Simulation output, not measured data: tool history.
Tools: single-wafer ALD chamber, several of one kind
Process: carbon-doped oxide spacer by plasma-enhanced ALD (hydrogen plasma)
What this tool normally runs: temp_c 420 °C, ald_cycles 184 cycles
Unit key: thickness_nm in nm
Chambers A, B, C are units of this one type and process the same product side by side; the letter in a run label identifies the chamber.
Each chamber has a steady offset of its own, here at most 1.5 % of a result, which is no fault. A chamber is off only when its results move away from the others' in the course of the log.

| run | hour | temp_c | ald_cycles | hours since the last thermocouple change | read-back reference wafer on the same gauge, thickness_nm | thickness_nm |
|---|---|---|---|---|---|---|
| 1C | 8.4 | 420 | 184 | 162.4 | 7.9890 | 8.6958 |
| 2B | 19.2 | 420 | 184 | 1742.1 | 7.9881 | 8.5376 |
| 3A | 27.8 | 420 | 184 | 333.3 | 7.9962 | 8.5396 |
| 4B | 38.7 | 420 | 184 | 1761.6 | 7.9877 | 8.6081 |
| 5A | 44.1 | 420 | 184 | 349.6 | 7.9854 | 8.5207 |
| 6C | 49.4 | 420 | 184 | 203.4 | 7.9875 | 8.6300 |
| 7A | 55.1 | 411 | 200 | 360.6 | 7.9966 | 9.5857 |
| 8C | 65.8 | 411 | 200 | 219.8 | 7.9940 | 9.6796 |
| 9B | 74.9 | 411 | 200 | 1797.8 | 7.9911 | 9.6267 |
| 10B | 84.3 | 420 | 184 | 1807.2 | 7.9891 | 8.6121 |
| 11C | 92.1 | 420 | 184 | 246.1 | 7.9889 | 8.5814 |
| 12A | 102.7 | 420 | 184 | 408.2 | 7.9939 | 8.5641 |
| 13B | 111.5 | 420 | 184 | 1834.4 | 7.9838 | 8.5790 |
| 14A | 122.1 | 420 | 184 | 427.6 | 7.9911 | 8.5238 |
| 15C | 128.2 | 432 | 184 | 282.2 | 7.9873 | 8.2857 |
| 16B | 138.2 | 432 | 184 | 1861.1 | 7.9967 | 8.2306 |
| 17C | 145.5 | 432 | 184 | 299.5 | 7.9916 | 8.3006 |
| 18A | 150.2 | 412 | 148 | 455.7 | 7.9903 | 7.0676 |
| 19B | 158.7 | 412 | 148 | 1881.6 | 7.9861 | 7.1067 |
| 20C | 164.5 | 412 | 148 | 318.5 | 7.9882 | 7.1224 |
| 21A | 175.0 | 420 | 184 | 480.5 | 7.9931 | 8.5569 |
| 22A | 181.7 | 420 | 184 | 487.2 | 7.9832 | 8.5566 |
| 23C | 190.8 | 420 | 184 | 344.8 | 7.9846 | 8.6519 |
| 24B | 201.5 | 420 | 184 | 1924.4 | 7.9894 | 8.5607 |
| 25C | 207.8 | 420 | 184 | 361.8 | 7.9847 | 8.6451 |
| 26A | 216.8 | 420 | 184 | 522.3 | 7.9875 | 8.5701 |
| 27B | 222.9 | 420 | 184 | 1945.8 | 7.9918 | 8.5342 |
| 28C | 228.2 | 420 | 184 | 382.2 | 7.9891 | 8.6520 |
| 29B | 234.7 | 420 | 184 | 1957.6 | 7.9856 | 8.5542 |
| 30A | 243.8 | 432 | 184 | 549.3 | 7.9864 | 8.2409 |
| 31C | 254.5 | 432 | 184 | 408.5 | 7.9937 | 8.3395 |

What goes on in this fleet: one chamber off, a drifting gauge, or nothing beyond the chambers' own small offsets? Name the chamber and the cause, if any.

Neither any chamber nor the gauge drifts; the chambers differ only by their own small, steady offsets.

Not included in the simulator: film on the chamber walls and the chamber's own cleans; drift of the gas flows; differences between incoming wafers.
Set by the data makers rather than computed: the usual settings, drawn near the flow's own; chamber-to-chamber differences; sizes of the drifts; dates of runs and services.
